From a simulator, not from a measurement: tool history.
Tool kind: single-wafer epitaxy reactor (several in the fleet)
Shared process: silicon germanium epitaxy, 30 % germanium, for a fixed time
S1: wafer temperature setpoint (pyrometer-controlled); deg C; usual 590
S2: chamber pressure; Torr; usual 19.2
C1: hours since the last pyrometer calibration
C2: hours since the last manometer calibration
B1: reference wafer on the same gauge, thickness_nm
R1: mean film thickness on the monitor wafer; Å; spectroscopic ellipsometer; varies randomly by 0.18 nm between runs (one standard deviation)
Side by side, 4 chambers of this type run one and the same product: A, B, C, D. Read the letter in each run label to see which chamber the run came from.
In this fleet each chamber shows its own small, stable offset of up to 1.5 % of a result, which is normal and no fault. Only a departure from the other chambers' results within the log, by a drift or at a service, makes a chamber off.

run	hour	S1	S2	C1	C2	B1	R1
1A	3.7	590	19.2	1617.9	327.6	51.25	478.76
2C	7.3	590	19.2	843.8	534.8	51.265	486.54
3D	10.2	590	19.2	1860.4	2518.2	51.3	481.29
4B	13.5	590	19.2	864.5	804.4	51.289	485.28
5D	17.1	590	19.2	1867.3	2525.1	51.297	484.27
6C	19.3	580	21.3	855.8	546.8	51.274	421.18
7B	21.3	580	21.3	872.3	812.2	51.263	415
8A	25.5	580	21.3	1639.7	349.4	51.324	416.02
9A	29.7	580	21.3	1643.9	353.6	51.286	412.75
10C	32.9	590	19.2	869.4	560.4	51.256	486.48
11B	37	590	19.2	888	827.9	51.326	485.44
12D	38.8	590	19.2	1889	2546.8	51.325	482.35
13A	41.4	590	19.2	1655.6	365.3	51.291	479.19
14C	45	582	19.2	881.5	572.5	51.3	417.96
15B	49.2	582	19.2	900.2	840.1	51.269	414.67
16D	52.3	582	19.2	1902.5	2560.3	51.337	420.18
17B	56.6	582	19.2	907.6	847.5	51.269	413.56
18C	59.9	590	19.2	896.4	587.4	51.317	486.73
19D	62.1	590	19.2	1912.3	2570.1	51.291	490.98
20A	64.9	590	19.2	1679.1	388.8	51.291	477.62
21C	68.1	590	19.2	904.6	595.6	51.23	488.15
# hour 70.5: chamber D: capacitance manometer re-zeroed and calibrated
22D	71.6	590	19.2	1921.8	1.2	51.274	491.16
23A	74.3	590	19.2	1688.5	398.2	51.314	479
24B	76.6	590	19.2	927.6	867.5	51.274	480.89
25D	80	590	19.2	1930.2	9.6	51.287	493.26
26B	83.5	601	22.4	934.5	874.4	51.227	627.57
27A	87.1	601	22.4	1701.3	411	51.275	623.08
28C	90.5	601	22.4	927	618	51.325	634.81
29D	93.5	601	22.4	1943.7	23.1	51.235	648.35
30A	97.2	590	19.2	1711.4	421.1	51.33	480.5
31B	99.1	590	19.2	950.1	890	51.294	481.81
32C	101.8	590	19.2	938.3	629.3	51.324	486.72
33C	106.1	577	23.3	942.6	633.6	51.256	409.11
34D	108.1	577	23.3	1958.3	37.7	51.288	424.55
35B	112	577	23.3	963	902.9	51.276	404.46
36A	114.7	577	23.3	1728.9	438.6	51.239	407.14
37A	116.9	590	19.2	1731.1	440.8	51.313	480.29
38B	120.7	590	19.2	971.7	911.6	51.298	486.35

Has any chamber moved away from the others, gradually or after a service, or does the common gauge drift, or do the chambers differ only by their own small steady offsets? State the chamber and the most likely cause if one applies.

Chamber D drifts away from the others.
Most likely cause: wafer temperature above the value expected at the setpoint (K) = 2.92.

Here are 4 candidates for chamber D's next run, each the usual settings with a change, their results left as question marks. Which one brings its results back in line with what the others give on the usual settings?
Allowed miss from the other chambers' usual-settings mean, per result, to count as in line: R1 6.5 Å
39D-1	123.8	594	19.7				?
39D-2	123.8	590	21.5				?
39D-3	123.8	585	19.2				?
39D-4	123.8	588	18.9				?

What the other chambers average on the usual settings: R1 483.41 Å
run	R1
39D-1	550.89
39D-2	530.29
39D-3	462.45
39D-4	485.71
With 39D-4, the chamber falls back in line with the rest.

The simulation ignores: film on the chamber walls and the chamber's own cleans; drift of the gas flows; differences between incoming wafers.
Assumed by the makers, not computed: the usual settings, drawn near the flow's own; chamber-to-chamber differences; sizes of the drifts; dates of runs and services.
